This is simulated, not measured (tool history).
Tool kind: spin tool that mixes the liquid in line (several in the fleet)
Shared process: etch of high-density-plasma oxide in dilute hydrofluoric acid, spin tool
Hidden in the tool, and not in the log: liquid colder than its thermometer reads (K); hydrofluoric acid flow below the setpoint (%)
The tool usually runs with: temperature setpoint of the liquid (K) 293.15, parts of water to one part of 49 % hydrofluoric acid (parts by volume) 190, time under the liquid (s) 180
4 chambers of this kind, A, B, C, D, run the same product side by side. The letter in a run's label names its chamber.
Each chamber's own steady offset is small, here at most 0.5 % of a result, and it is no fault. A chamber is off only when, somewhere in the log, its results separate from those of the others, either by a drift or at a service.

| run | hour | temperature setpoint of the liquid (K) | parts of water to one part of 49 % hydrofluoric acid (parts by volume) | time under the liquid (s) | hours since the thermometer was replaced | hours since the hydrofluoric acid flow meter was replaced | read-back film thickness of the high-density-plasma oxide reference wafer, read on the same gauge (nm) | thickness taken off the high-density-plasma oxide on a monitor wafer (nm) |
|---|---|---|---|---|---|---|---|---|
| 1A | 3.7 | 293.15 | 190 | 180 | 279.5 | 1378.4 | 110 | 3.7447 |
| 2D | 7.7 | 293.15 | 190 | 180 | 1175.8 | 19.9 | 110.02 | 3.7872 |
| 3B | 10 | 293.15 | 190 | 180 | 1191.2 | 817.4 | 110 | 3.7426 |
| 4C | 13.9 | 293.15 | 190 | 180 | 116.6 | 1080.3 | 109.97 | 3.7262 |
| 5D | 16.5 | 293.15 | 190 | 180 | 1184.6 | 28.7 | 109.96 | 3.7603 |
|  | 18.2 | chamber D: thermometer replaced |
| 6A | 19.5 | 293.15 | 190 | 180 | 295.3 | 1394.2 | 109.99 | 3.7778 |
|  | 21.1 | chamber A: hydrofluoric acid flow meter replaced |
| 7B | 22.2 | 293.15 | 190 | 180 | 1203.4 | 829.6 | 110.04 | 3.7323 |
| 8C | 27.2 | 293.15 | 190 | 180 | 129.9 | 1093.6 | 109.97 | 3.7336 |
| 9B | 31.8 | 293.15 | 190 | 180 | 1213 | 839.2 | 110.01 | 3.7408 |
| 10A | 36.8 | 293.15 | 190 | 180 | 312.6 | 15.8 | 110.01 | 3.6936 |
| 11D | 41.3 | 293.15 | 190 | 180 | 23.2 | 53.5 | 110.03 | 3.7089 |
| 12C | 45.9 | 293.15 | 190 | 180 | 148.6 | 1112.3 | 109.99 | 3.6944 |
| 13D | 49.9 | 293.15 | 190 | 180 | 31.8 | 62.1 | 109.97 | 3.7547 |
| 14C | 53.6 | 293.15 | 190 | 180 | 156.3 | 1120 | 109.99 | 3.7596 |
| 15B | 56.3 | 290.65 | 190 | 240 | 1237.5 | 863.7 | 110.01 | 4.5259 |
| 16A | 60.5 | 290.65 | 190 | 240 | 336.3 | 39.5 | 110.01 | 4.4075 |
| 17A | 65.5 | 290.65 | 190 | 240 | 341.3 | 44.5 | 110.02 | 4.2785 |
| 18C | 69 | 290.65 | 190 | 240 | 171.7 | 1135.4 | 110 | 4.4413 |
| 19D | 73.4 | 293.15 | 190 | 180 | 55.3 | 85.6 | 110.04 | 3.7602 |
| 20B | 78.4 | 293.15 | 190 | 180 | 1259.6 | 885.8 | 110 | 3.6936 |
| 21A | 80.6 | 293.15 | 190 | 180 | 356.4 | 59.6 | 110.03 | 3.415 |
| 22B | 83 | 293.15 | 190 | 180 | 1264.2 | 890.4 | 110 | 3.644 |
| 23C | 87.9 | 293.15 | 190 | 180 | 190.6 | 1154.3 | 110.01 | 3.7149 |
| 24D | 90.7 | 293.15 | 190 | 180 | 72.6 | 102.9 | 109.96 | 3.7917 |
| 25D | 95.7 | 290.15 | 190 | 180 | 77.6 | 107.9 | 110.02 | 3.3373 |
| 26C | 100.4 | 290.15 | 190 | 180 | 203.1 | 1166.8 | 109.97 | 3.2997 |

Decide between three cases: one chamber stands off from its peers, the gauge reading all wafers drifts, or nothing is wrong past each chamber's small offset. Where a chamber is off, say which and what most likely put it there.

It is chamber A that slowly wanders off from its peers.
What lies behind it: liquid colder than its thermometer reads (K) = 2.6.
The log may not separate it from: hydrofluoric acid flow below the setpoint (%).

Below are 4 candidate recipes for chamber A's next run, each the usual settings with a change, their results shown as question marks. Which of them brings A's results back in line with what the other chambers give on the usual settings?
Allowed miss from the other chambers' usual-settings mean, per result, to count as in line: thickness taken off the high-density-plasma oxide on a monitor wafer (nm) 0.11
| 27A-1 | 104.1 | 293.15 | 175 | 180 |  |  |  | ? |
| 27A-2 | 104.1 | 293.15 | 190 | 175 |  |  |  | ? |
| 27A-3 | 104.1 | 293.15 | 195 | 170 |  |  |  | ? |
| 27A-4 | 104.1 | 293.15 | 185 | 180 |  |  |  | ? |

Usual-settings mean across the other chambers: thickness taken off the high-density-plasma oxide on a monitor wafer (nm) 3.7253
| run | thickness taken off the high-density-plasma oxide on a monitor wafer (nm) |
|---|---|
| 27A-1 | 3.699 |
| 27A-2 | 3.2611 |
| 27A-3 | 3.071 |
| 27A-4 | 3.4626 |
27A-1 brings the chamber back in line.
